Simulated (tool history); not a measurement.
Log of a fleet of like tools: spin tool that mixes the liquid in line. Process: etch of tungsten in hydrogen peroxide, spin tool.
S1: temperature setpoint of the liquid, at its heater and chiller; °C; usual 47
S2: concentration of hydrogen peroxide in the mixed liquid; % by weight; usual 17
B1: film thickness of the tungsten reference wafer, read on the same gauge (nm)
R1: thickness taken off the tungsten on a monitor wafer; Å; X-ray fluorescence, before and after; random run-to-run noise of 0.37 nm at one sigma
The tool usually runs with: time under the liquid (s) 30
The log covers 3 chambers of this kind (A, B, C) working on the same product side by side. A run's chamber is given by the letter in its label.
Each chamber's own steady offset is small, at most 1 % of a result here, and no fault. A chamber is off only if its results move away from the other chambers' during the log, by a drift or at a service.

Run 1C, hour 8.6: usual settings; B1 140.01. Result: R1 422.85 Å.
Run 2A, hour 18.7: usual settings; B1 140.01. Result: R1 424.16 Å.
Run 3B, hour 25.9: usual settings; B1 140. Result: R1 428.31 Å.
Run 4B, hour 36.7: usual settings; B1 139.99. Result: R1 420.1 Å.
Run 5C, hour 44.9: usual settings; B1 140. Result: R1 422.59 Å.
Run 6A, hour 53.6: usual settings but S1 55 °C, time under the liquid (s) 50; B1 140.02. Result: R1 1162.9 Å.
Run 7A, hour 63.4: usual settings but S1 55 °C, time under the liquid (s) 50; B1 139.99. Result: R1 1140.9 Å.
Run 8B, hour 76.4: usual settings but S1 55 °C, time under the liquid (s) 50; B1 139.98. Result: R1 1140.5 Å.
Run 9C, hour 83.7: usual settings but time under the liquid (s) 35; B1 139.99. Result: R1 499.45 Å.
Run 10C, hour 96.7: usual settings but time under the liquid (s) 35; B1 139.99. Result: R1 498.28 Å.
Run 11A, hour 106.4: usual settings but time under the liquid (s) 35; B1 140. Result: R1 480.91 Å.
Run 12B, hour 113.2: usual settings; B1 139.98. Result: R1 414.88 Å.
Run 13C, hour 125.2: usual settings; B1 140.02. Result: R1 420.42 Å.
Run 14A, hour 133.1: usual settings; B1 139.98. Result: R1 399.3 Å.
Run 15B, hour 144.4: usual settings; B1 140.01. Result: R1 420.93 Å.
Run 16C, hour 152.8: usual settings but S2 15 % by weight, time under the liquid (s) 50; B1 140.01. Result: R1 665.99 Å.
Run 17A, hour 162.3: usual settings but S2 15 % by weight, time under the liquid (s) 50; B1 140.01. Result: R1 629.25 Å.
Run 18B, hour 173.2: usual settings but S2 15 % by weight, time under the liquid (s) 50; B1 140.01. Result: R1 660.13 Å.
Run 19C, hour 186: usual settings but S2 19.5 % by weight, time under the liquid (s) 15; B1 139.99. Result: R1 224.17 Å.
Run 20A, hour 199.2: usual settings but S2 19.5 % by weight, time under the liquid (s) 15; B1 140. Result: R1 212.97 Å.

Read the log: is a single chamber off, either drifting away or since a service, is the gauge that measures every chamber drifting, or is nothing wrong beyond small per-chamber offsets? Name any odd chamber and what most likely caused it.

Chamber A drifts away from the others.
Cause: temperature lost on the way to the wafer (K) = 1.37.
The log might look much the same if the cause were instead: liquid colder than its thermometer reads (K).

Chamber A could run next with any of the 4 candidate recipes listed below; each alters the usual settings, and their results appear as question marks. Which one brings its results back in line with what the other chambers deliver on the usual settings?
In line here means within this much of the mean the other chambers give on the usual settings: R1 13 Å
Run 21A-1, hour 209.3: usual settings but S2 19.5 % by weight. Result: R1 ?.
Run 21A-2, hour 209.3: usual settings but S2 14.5 % by weight. Result: R1 ?.
Run 21A-3, hour 209.3: usual settings but time under the liquid (s) 35. Result: R1 ?.
Run 21A-4, hour 209.3: usual settings but S2 13 % by weight. Result: R1 ?.

Average result of the remaining chambers running the usual settings: R1 422.64 Å
  run      R1
21A-1  417.29
21A-2  359.41
21A-3  454.34
21A-4  340.15
21A-1 puts the chamber back in line with the other chambers.
